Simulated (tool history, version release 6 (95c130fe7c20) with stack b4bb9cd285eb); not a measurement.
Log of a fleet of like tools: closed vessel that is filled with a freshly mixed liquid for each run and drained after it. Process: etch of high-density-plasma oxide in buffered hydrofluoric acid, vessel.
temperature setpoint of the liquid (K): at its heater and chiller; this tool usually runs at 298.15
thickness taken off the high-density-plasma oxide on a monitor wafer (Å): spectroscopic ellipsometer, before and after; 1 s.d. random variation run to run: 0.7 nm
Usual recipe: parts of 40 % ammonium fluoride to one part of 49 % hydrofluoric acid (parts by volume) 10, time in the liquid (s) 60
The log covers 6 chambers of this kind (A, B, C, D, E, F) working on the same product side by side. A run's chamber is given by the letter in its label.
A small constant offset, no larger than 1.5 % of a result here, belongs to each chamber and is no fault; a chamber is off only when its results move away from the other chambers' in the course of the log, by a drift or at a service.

| run | hour | temperature setpoint of the liquid (K) | parts of 40 % ammonium fluoride to one part of 49 % hydrofluoric acid (parts by volume) | time in the liquid (s) | hours since the thermometer was replaced | hours since the hydrofluoric acid flow meter was replaced | read-back film thickness of the high-density-plasma oxide reference wafer, read on the same gauge (nm) | thickness taken off the high-density-plasma oxide on a monitor wafer (Å) |
|---|---|---|---|---|---|---|---|---|
| 1D | 5.5 | 298.15 | 10 | 60 | 684 | 128.4 | 40.013 | 858.37 |
| 2F | 11.2 | 298.15 | 10 | 60 | 538.7 | 684.9 | 39.977 | 845.23 |
| 3C | 17 | 298.15 | 10 | 60 | 602.1 | 999.8 | 39.969 | 850.49 |
| 4B | 20.9 | 298.15 | 10 | 60 | 820.9 | 375.5 | 39.994 | 862.67 |
| 5A | 23.7 | 298.15 | 10 | 60 | 1592.3 | 156.8 | 39.962 | 868.96 |
| 6E | 29.3 | 298.15 | 10 | 60 | 443.1 | 1939.8 | 39.989 | 865.84 |
| 7A | 33.5 | 298.15 | 10 | 60 | 1602.1 | 166.6 | 39.989 | 874.14 |
| 8E | 36.2 | 298.15 | 10 | 60 | 450 | 1946.7 | 39.975 | 841.97 |
| 9B | 38.9 | 298.15 | 10 | 60 | 838.9 | 393.5 | 40.039 | 836.72 |
|  | 43.2 | chamber A: thermometer replaced |
| 10C | 43.3 | 298.15 | 6.5 | 35 | 628.4 | 1026.1 | 40.003 | 757.3 |
| 11F | 49 | 298.15 | 6.5 | 35 | 576.5 | 722.7 | 40.004 | 741.97 |
| 12D | 52.3 | 298.15 | 6.5 | 35 | 730.8 | 175.2 | 39.975 | 760.14 |
| 13C | 55 | 298.15 | 6.5 | 35 | 640.1 | 1037.8 | 39.962 | 756.15 |
| 14E | 59.5 | 298.15 | 6.5 | 35 | 473.3 | 1970 | 40.038 | 754.31 |
| 15A | 62.2 | 298.15 | 6.5 | 35 | 19 | 195.3 | 39.975 | 755.59 |
| 16D | 68 | 298.15 | 10 | 60 | 746.5 | 190.9 | 40.006 | 852.25 |
| 17F | 72.4 | 298.15 | 7.5 | 70 | 599.9 | 746.1 | 39.996 | 1278.2 |
| 18B | 78 | 298.15 | 7.5 | 70 | 878 | 432.6 | 40.019 | 1278.8 |
| 19D | 83.5 | 298.15 | 7.5 | 70 | 762 | 206.4 | 39.986 | 1311.3 |
| 20B | 86.7 | 298.15 | 7.5 | 70 | 886.7 | 441.3 | 39.989 | 1275.2 |
| 21E | 92.2 | 298.15 | 7.5 | 70 | 506 | 2002.7 | 39.999 | 1320.5 |
|  | 92.8 | chamber B: thermometer replaced |
| 22F | 97.4 | 298.15 | 7.5 | 70 | 624.9 | 771.1 | 40.012 | 1290.8 |
| 23C | 102.3 | 298.15 | 10 | 60 | 687.4 | 1085.1 | 40.034 | 846.96 |
| 24A | 106.7 | 298.15 | 10 | 60 | 63.5 | 239.8 | 39.995 | 860.24 |
| 25B | 112.4 | 298.15 | 10 | 60 | 19.6 | 467 | 40.016 | 834.04 |
|  | 114 | chamber E: hydrofluoric acid flow meter replaced |
| 26C | 117 | 298.15 | 10 | 60 | 702.1 | 1099.8 | 39.998 | 864.27 |
| 27D | 120.5 | 298.15 | 10 | 60 | 799 | 243.4 | 40.019 | 857.57 |
|  | 122.7 | chamber B: hydrofluoric acid flow meter replaced |
| 28F | 124.9 | 298.15 | 10 | 60 | 652.4 | 798.6 | 40.053 | 848.75 |
| 29A | 128.2 | 298.15 | 10 | 60 | 85 | 261.3 | 40.027 | 867.56 |
|  | 132.7 | chamber F: hydrofluoric acid flow meter replaced |
| 30E | 133.4 | 298.15 | 10 | 60 | 547.2 | 19.5 | 39.979 | 867.28 |
| 31D | 139.2 | 298.15 | 10 | 60 | 817.7 | 262.1 | 39.988 | 857.14 |
| 32F | 143.6 | 298.15 | 10 | 60 | 671.1 | 11 | 39.994 | 853.51 |
| 33C | 146.5 | 298.15 | 10 | 60 | 731.6 | 1129.3 | 39.965 | 865.58 |
| 34A | 151.1 | 300.65 | 8.5 | 60 | 107.9 | 284.2 | 40.028 | 1112.3 |
| 35E | 157 | 300.65 | 8.5 | 60 | 570.8 | 43.1 | 39.999 | 1123.4 |
| 36B | 160.3 | 300.65 | 8.5 | 60 | 67.5 | 37.6 | 40.001 | 1075.1 |
| 37B | 165.6 | 300.65 | 8.5 | 60 | 72.8 | 42.9 | 40.013 | 1091 |
| 38D | 170.3 | 300.65 | 8.5 | 60 | 848.8 | 293.2 | 40 | 1126.4 |
| 39C | 173 | 300.65 | 8.5 | 60 | 758.1 | 1155.8 | 39.993 | 1103.5 |
| 40F | 176.3 | 298.15 | 10 | 60 | 703.8 | 43.7 | 39.998 | 855.88 |
| 41A | 179.4 | 300.65 | 10 | 60 | 136.2 | 312.5 | 39.987 | 996.33 |
| 42E | 184 | 300.65 | 10 | 60 | 597.8 | 70.1 | 40.03 | 983.24 |
| 43A | 188.8 | 300.65 | 10 | 60 | 145.6 | 321.9 | 40.014 | 993.55 |

What goes on in this fleet: one chamber off, a drifting gauge, or nothing beyond the chambers' own small offsets? Name the chamber and the cause, if any.

Nothing is wrong: each chamber keeps only its own small, steady offset and the gauge holds still.
